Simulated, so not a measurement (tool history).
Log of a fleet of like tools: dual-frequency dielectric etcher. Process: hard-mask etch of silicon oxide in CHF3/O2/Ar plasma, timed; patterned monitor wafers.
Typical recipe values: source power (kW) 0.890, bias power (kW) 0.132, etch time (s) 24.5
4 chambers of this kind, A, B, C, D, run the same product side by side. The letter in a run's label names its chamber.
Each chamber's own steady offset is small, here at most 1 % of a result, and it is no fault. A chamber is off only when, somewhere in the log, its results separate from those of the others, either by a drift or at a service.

run,hour,source power (kW),bias power (kW),etch time (s),hours since the last wet clean,hours since the last source power generator calibration,hours since the last bias power generator calibration,"read-back reference wafer on the same gauge, depth_nm",mean etch depth across the wafer (Å)
1C,10.8,0.890,0.132,24.5,57.9,306.5,942.1,47.501,512.75
2B,25.4,0.890,0.132,24.5,32.5,4447.1,1479.8,47.472,513.68
3D,35.6,0.890,0.132,24.5,429.4,559.2,970.5,47.470,513.57
4A,48.5,0.890,0.132,24.5,119.7,2459.9,294.5,47.468,508.19
5C,61.8,0.890,0.132,24.5,108.9,357.5,993.1,47.433,512.69
6B,70.5,0.890,0.132,24.5,77.6,4492.2,1524.9,47.433,513.35
7D,83.3,0.890,0.132,24.5,477.1,606.9,1018.2,47.429,513.88
8A,92.1,0.890,0.132,24.5,163.3,2503.5,338.1,47.412,508.24
9C,102.9,0.890,0.132,24.5,150.0,398.6,1034.2,47.425,513.60
10D,111.6,0.890,0.132,24.5,505.4,635.2,1046.5,47.398,513.94
11B,122.8,1.010,0.132,22.0,129.9,4544.5,1577.2,47.399,484.57
12A,131.9,1.010,0.132,22.0,203.1,2543.3,377.9,47.386,479.43
13A,141.1,1.010,0.132,22.0,212.3,2552.5,387.1,47.377,480.28
14C,151.1,1.010,0.132,22.0,198.2,446.8,1082.4,47.382,483.74
15B,165.0,0.890,0.132,24.5,172.1,4586.7,1619.4,47.359,513.10
16D,173.3,0.770,0.157,24.5,567.1,696.9,1108.2,47.348,511.64
17A,182.6,0.770,0.157,24.5,253.8,2594.0,428.6,47.332,506.26
18C,194.4,0.770,0.157,24.5,241.5,490.1,1125.7,47.328,510.36
19D,205.0,0.770,0.157,24.5,598.8,728.6,1139.9,47.323,510.81
20B,216.4,0.890,0.132,24.5,223.5,4638.1,1670.8,47.318,511.93
21D,226.0,0.890,0.132,24.5,619.8,749.6,1160.9,47.294,512.52
22A,240.3,0.890,0.132,24.5,311.5,2651.7,486.3,47.300,505.55
23B,254.7,0.890,0.132,24.5,261.8,4676.4,1709.1,47.285,512.10
24C,265.6,0.890,0.132,24.5,312.7,561.3,1196.9,47.265,510.96

Is one chamber out of step, is the gauge drifting, or do the chambers differ by no more than their own small offsets? For an off chamber, give its letter and the likeliest cause.

None of the chambers is off. What moves is the gauge, dragging all their readings along together.
Most likely cause: gauge reads low (%) = 0.496.

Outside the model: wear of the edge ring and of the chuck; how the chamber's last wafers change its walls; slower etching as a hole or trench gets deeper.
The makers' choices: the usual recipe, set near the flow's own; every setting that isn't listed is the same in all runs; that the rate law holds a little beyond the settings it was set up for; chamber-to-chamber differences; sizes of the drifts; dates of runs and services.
